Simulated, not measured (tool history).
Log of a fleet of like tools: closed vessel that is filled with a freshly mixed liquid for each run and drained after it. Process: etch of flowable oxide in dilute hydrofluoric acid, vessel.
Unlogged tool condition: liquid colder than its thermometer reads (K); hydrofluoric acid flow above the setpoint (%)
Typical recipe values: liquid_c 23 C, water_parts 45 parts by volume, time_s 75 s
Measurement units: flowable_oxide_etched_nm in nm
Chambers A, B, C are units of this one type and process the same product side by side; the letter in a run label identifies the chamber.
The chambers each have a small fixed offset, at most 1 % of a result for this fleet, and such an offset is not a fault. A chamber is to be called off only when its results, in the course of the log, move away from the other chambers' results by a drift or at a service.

| run | hour | liquid_c | water_parts | time_s | hours since the thermometer was replaced | hours since the hydrofluoric acid flow meter was replaced | read-back film thickness of the flowable oxide reference wafer, read on the same gauge (nm) | flowable_oxide_etched_nm |
|---|---|---|---|---|---|---|---|---|
| 1B | 7.6 | 23 | 45 | 75 | 963.5 | 718 | 80.006 | 35.073 |
| 2C | 16.3 | 23 | 45 | 75 | 707.1 | 183.6 | 80.01 | 35.648 |
| 3A | 28.7 | 23 | 45 | 75 | 103.6 | 281.9 | 79.999 | 35.423 |
| 4B | 41.1 | 23 | 45 | 75 | 997 | 751.5 | 79.989 | 34.844 |
| 5C | 49.8 | 23 | 45 | 75 | 740.6 | 217.1 | 80.012 | 35.763 |
| 6A | 61.2 | 23 | 45 | 75 | 136.1 | 314.4 | 79.981 | 34.875 |
| 7C | 74.5 | 23 | 45 | 75 | 765.3 | 241.8 | 80.004 | 35.383 |
| 8B | 82.4 | 23 | 45 | 75 | 1038.3 | 792.8 | 79.978 | 35.228 |
| 9A | 98.1 | 23 | 45 | 75 | 173 | 351.3 | 80.015 | 35.619 |
| 10B | 105.8 | 23 | 45 | 75 | 1061.7 | 816.2 | 79.98 | 35.548 |
| 11C | 119 | 23 | 45 | 75 | 809.8 | 286.3 | 79.976 | 35.522 |
| 12A | 127.9 | 24.5 | 45 | 75 | 202.8 | 381.1 | 79.998 | 37.734 |
| 13A | 136.5 | 24.5 | 45 | 75 | 211.4 | 389.7 | 80.009 | 37.648 |
| 14B | 150.4 | 24.5 | 45 | 75 | 1106.3 | 860.8 | 80.009 | 37.094 |
| 15C | 162.6 | 23 | 45 | 75 | 853.4 | 329.9 | 79.995 | 35.624 |
| 16C | 177 | 23 | 45 | 75 | 867.8 | 344.3 | 79.984 | 35.66 |
| 17B | 189.5 | 23 | 45 | 75 | 1145.4 | 899.9 | 80.006 | 35.01 |
| 18A | 205.7 | 18.5 | 45 | 75 | 280.6 | 458.9 | 80.008 | 29.629 |
| 19A | 215.1 | 18.5 | 45 | 75 | 290 | 468.3 | 79.996 | 29.328 |
|  | 225.1 | chamber B: hydrofluoric acid flow meter replaced |
| 20B | 225.9 | 18.5 | 45 | 75 | 1181.8 | 0.8 | 79.99 | 29.413 |
| 21C | 236.8 | 27 | 45 | 75 | 927.6 | 404.1 | 79.978 | 41.664 |
| 22B | 252.5 | 27 | 45 | 75 | 1208.4 | 27.4 | 79.988 | 41.707 |

Which is it: a chamber that has drifted or been left off by a service, a gauge drift common to all chambers, or only each chamber's usual small offset? If a chamber is off, name it and its likeliest cause.

Beyond each chamber's small constant offset nothing stands out, and the gauge stays steady.
